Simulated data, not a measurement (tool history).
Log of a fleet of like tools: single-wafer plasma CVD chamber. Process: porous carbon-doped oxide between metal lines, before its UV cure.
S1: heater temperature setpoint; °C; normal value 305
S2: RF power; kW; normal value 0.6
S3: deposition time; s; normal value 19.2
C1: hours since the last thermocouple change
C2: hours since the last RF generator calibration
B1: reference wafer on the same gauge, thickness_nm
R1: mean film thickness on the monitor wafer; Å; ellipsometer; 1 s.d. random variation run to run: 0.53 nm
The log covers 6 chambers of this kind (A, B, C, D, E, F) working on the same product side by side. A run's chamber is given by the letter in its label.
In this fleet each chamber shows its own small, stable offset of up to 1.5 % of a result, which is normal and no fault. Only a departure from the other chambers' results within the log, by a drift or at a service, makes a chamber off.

run,hour,S1,S2,S3,C1,C2,B1,R1
1B,12,305,0.6,19.2,719.9,559.4,136.83,1163.7
2A,22.4,305,0.6,19.2,1361.9,892.3,137.11,1151.3
3C,34.1,305,0.6,19.2,529.4,114.8,137.07,1159.7
4F,43.1,305,0.6,19.2,1024.5,180.8,137.01,1161.7
5D,52,305,0.6,19.2,1837.4,673.7,136.93,1159.5
6E,61.5,305,0.6,19.2,1407.7,948.2,137.01,1155.9
# hour 63.5: chamber F: thermocouple changed; heater temperature recalibrated
7F,67.4,305,0.69,19.2,4,205.1,136.96,1264.7
8E,73.5,305,0.69,19.2,1419.7,960.2,136.84,1269.7
9A,79.3,305,0.69,19.2,1418.8,949.2,137.01,1257.4
10B,86.7,305,0.69,19.2,794.6,634.1,136.96,1268.3
11C,94.6,305,0.69,19.2,589.9,175.3,137.08,1277.4
12D,103.9,305,0.69,19.2,1889.3,725.6,137.19,1262.9
13B,113.8,305,0.6,19.2,821.7,661.2,137.13,1166.2
14E,123,305,0.6,19.2,1469.2,1009.7,137.03,1157.3
15C,130.4,305,0.6,19.2,625.7,211.1,137.04,1164.6
16F,137.6,305,0.6,19.2,74.2,275.3,136.9,1153.2
# hour 144.6: chamber E: thermocouple changed; heater temperature recalibrated
17D,148.4,305,0.6,19.2,1933.8,770.1,136.83,1158.2
18A,160,305,0.6,22.6,1499.5,1029.9,136.99,1336.8
19C,169.3,305,0.6,22.6,664.6,250,136.87,1358.3
20D,181.2,305,0.6,22.6,1966.6,802.9,136.93,1351
21A,189.6,305,0.6,22.6,1529.1,1059.5,136.93,1351.4
22B,201.9,305,0.6,22.6,909.8,749.3,136.95,1367.9
23F,214.3,305,0.6,22.6,150.9,352,136.97,1344
# hour 214.4: chamber D: thermocouple changed; heater temperature recalibrated
24E,223.4,305,0.6,19.2,78.8,1110.1,137,1153.7
25F,234.8,305,0.6,19.2,171.4,372.5,136.94,1147.9
26C,241.2,305,0.6,19.2,736.5,321.9,137.05,1170.5
27B,252.9,305,0.6,19.2,960.8,800.3,136.83,1158.7
28D,262.1,305,0.6,19.2,47.7,883.8,136.91,1159
29A,268.4,319,0.6,17.6,1607.9,1138.3,136.95,974.05
30E,280.1,319,0.6,17.6,135.5,1166.8,137.08,987.04
# hour 280.5: chamber A: RF generator calibrated
31B,290,319,0.6,17.6,997.9,837.4,137.02,991.71
32D,295.8,319,0.6,17.6,81.4,917.5,136.91,983.78
33A,307.1,319,0.6,17.6,1646.6,26.6,136.93,975.21
34E,314.8,319,0.6,17.6,170.2,1201.5,136.93,991.16
35C,326.1,305,0.6,19.2,821.4,406.8,136.89,1178.3
36F,337.9,305,0.6,19.2,274.5,475.6,136.98,1160.4
37E,349.9,305,0.6,19.2,205.3,1236.6,136.95,1153.8
38F,357.7,305,0.6,19.2,294.3,495.4,137.04,1147.1
39B,367.7,305,0.6,19.2,1075.6,915.1,136.98,1158.7
40C,379.3,305,0.6,19.2,874.6,460,136.98,1178.2
41A,389.3,305,0.6,19.2,1728.8,108.8,137.05,1145.5
42D,397.3,305,0.7,16.8,182.9,1019,136.89,1112

Each of the 6 chambers runs these same settings next. Fill in every chamber's results:
43A,406.3,319,0.6,19.2,,,,?
43B,406.3,319,0.6,19.2,,,,?
43C,406.3,319,0.6,19.2,,,,?
43D,406.3,319,0.6,19.2,,,,?
43E,406.3,319,0.6,19.2,,,,?
43F,406.3,319,0.6,19.2,,,,?

run,R1
43A,1055.8
43B,1082.5
43C,1106.5
43D,1077.6
43E,1078.6
43F,1062.5
